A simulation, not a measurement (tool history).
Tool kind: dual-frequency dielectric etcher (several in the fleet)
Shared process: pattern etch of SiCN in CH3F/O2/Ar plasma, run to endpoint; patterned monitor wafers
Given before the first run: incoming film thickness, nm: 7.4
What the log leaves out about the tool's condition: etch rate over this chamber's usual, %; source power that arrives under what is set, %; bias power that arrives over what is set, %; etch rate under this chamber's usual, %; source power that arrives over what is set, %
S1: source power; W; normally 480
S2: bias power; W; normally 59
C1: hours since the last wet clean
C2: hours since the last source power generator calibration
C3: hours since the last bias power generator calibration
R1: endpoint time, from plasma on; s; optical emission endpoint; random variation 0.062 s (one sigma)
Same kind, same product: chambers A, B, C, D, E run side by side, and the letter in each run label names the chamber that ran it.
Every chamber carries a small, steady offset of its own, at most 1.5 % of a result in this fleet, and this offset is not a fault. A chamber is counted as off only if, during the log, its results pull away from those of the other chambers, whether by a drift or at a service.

{"run": "1C", "day": 0.279, "S1": 480, "S2": 59, "C1": 280.4, "C2": 1200.9, "C3": 1258.5, "R1": 19.627}
{"run": "2B", "day": 0.725, "S1": 480, "S2": 59, "C1": 311.3, "C2": 1173.3, "C3": 95.7, "R1": 19.561}
{"run": "3E", "day": 1.146, "S1": 480, "S2": 59, "C1": 125.5, "C2": 289.5, "C3": 220.8, "R1": 20.04}
{"run": "4D", "day": 1.45, "S1": 480, "S2": 59, "C1": 181.2, "C2": 1290.9, "C3": 2765.8, "R1": 19.781}
{"run": "5A", "day": 1.788, "S1": 420, "S2": 50, "C1": 262.4, "C2": 2836.3, "C3": 1540.5, "R1": 21.859}
{"day": 2.008, "done": "chamber D: bias power generator calibrated"}
{"run": "6D", "day": 2.267, "S1": 420, "S2": 50, "C1": 200.8, "C2": 1310.5, "C3": 6.3, "R1": 22.069}
{"run": "7A", "day": 2.617, "S1": 420, "S2": 50, "C1": 282.3, "C2": 2856.2, "C3": 1560.4, "R1": 21.764}
{"run": "8B", "day": 2.929, "S1": 420, "S2": 50, "C1": 364.2, "C2": 1226.2, "C3": 148.6, "R1": 21.81}
{"run": "9C", "day": 3.417, "S1": 420, "S2": 50, "C1": 355.7, "C2": 1276.2, "C3": 1333.8, "R1": 21.832}
{"run": "10E", "day": 3.892, "S1": 480, "S2": 59, "C1": 191.4, "C2": 355.4, "C3": 286.7, "R1": 20.033}
{"run": "11A", "day": 4.325, "S1": 480, "S2": 59, "C1": 323.3, "C2": 2897.2, "C3": 1601.4, "R1": 19.545}
{"run": "12B", "day": 4.679, "S1": 480, "S2": 59, "C1": 406.2, "C2": 1268.2, "C3": 190.6, "R1": 19.62}
{"run": "13D", "day": 5.042, "S1": 480, "S2": 59, "C1": 267.4, "C2": 1377.1, "C3": 72.9, "R1": 19.795}
{"run": "14E", "day": 5.538, "S1": 480, "S2": 59, "C1": 230.9, "C2": 394.9, "C3": 326.2, "R1": 19.923}
{"run": "15C", "day": 5.95, "S1": 480, "S2": 59, "C1": 416.5, "C2": 1337.0, "C3": 1394.6, "R1": 19.613}
{"run": "16B", "day": 6.446, "S1": 480, "S2": 59, "C1": 448.6, "C2": 1310.6, "C3": 233.0, "R1": 19.538}
{"run": "17C", "day": 6.738, "S1": 480, "S2": 59, "C1": 435.4, "C2": 1355.9, "C3": 1413.5, "R1": 19.651}
{"run": "18A", "day": 7.079, "S1": 480, "S2": 59, "C1": 389.4, "C2": 2963.3, "C3": 1667.5, "R1": 19.5}
{"run": "19D", "day": 7.379, "S1": 480, "S2": 59, "C1": 323.5, "C2": 1433.2, "C3": 129.0, "R1": 19.694}
{"run": "20E", "day": 7.704, "S1": 480, "S2": 59, "C1": 282.9, "C2": 446.9, "C3": 378.2, "R1": 19.999}
{"run": "21D", "day": 8.117, "S1": 480, "S2": 59, "C1": 341.2, "C2": 1450.9, "C3": 146.7, "R1": 19.783}
{"run": "22E", "day": 8.396, "S1": 480, "S2": 59, "C1": 299.5, "C2": 463.5, "C3": 394.8, "R1": 20.013}
{"run": "23A", "day": 8.842, "S1": 480, "S2": 59, "C1": 431.7, "C2": 3005.6, "C3": 1709.8, "R1": 19.595}
{"day": 8.9, "done": "chamber D: wet clean of the chamber"}
{"run": "24B", "day": 9.267, "S1": 480, "S2": 59, "C1": 516.3, "C2": 1378.3, "C3": 300.7, "R1": 19.483}
{"run": "25C", "day": 9.675, "S1": 480, "S2": 59, "C1": 505.9, "C2": 1426.4, "C3": 1484.0, "R1": 19.687}
{"run": "26E", "day": 9.917, "S1": 480, "S2": 59, "C1": 336.0, "C2": 500.0, "C3": 431.3, "R1": 19.841}
{"run": "27C", "day": 10.175, "S1": 480, "S2": 59, "C1": 517.9, "C2": 1438.4, "C3": 1496.0, "R1": 19.801}
{"day": 10.612, "done": "chamber C: wet clean of the chamber"}
{"run": "28B", "day": 10.642, "S1": 480, "S2": 59, "C1": 549.3, "C2": 1411.3, "C3": 333.7, "R1": 19.718}
{"run": "29A", "day": 10.917, "S1": 480, "S2": 59, "C1": 481.5, "C2": 3055.4, "C3": 1759.6, "R1": 19.656}
{"run": "30D", "day": 11.208, "S1": 480, "S2": 59, "C1": 55.4, "C2": 1525.1, "C3": 220.9, "R1": 19.819}
{"run": "31C", "day": 11.446, "S1": 480, "S2": 59, "C1": 20.0, "C2": 1468.9, "C3": 1526.5, "R1": 19.643}

Does one chamber stand apart from the rest, does the shared gauge drift, or is all well apart from small per-chamber offsets? Give the chamber and the most likely cause, where there is one.

All chambers stay in line apart from their small fixed offsets, and the gauge does not drift.

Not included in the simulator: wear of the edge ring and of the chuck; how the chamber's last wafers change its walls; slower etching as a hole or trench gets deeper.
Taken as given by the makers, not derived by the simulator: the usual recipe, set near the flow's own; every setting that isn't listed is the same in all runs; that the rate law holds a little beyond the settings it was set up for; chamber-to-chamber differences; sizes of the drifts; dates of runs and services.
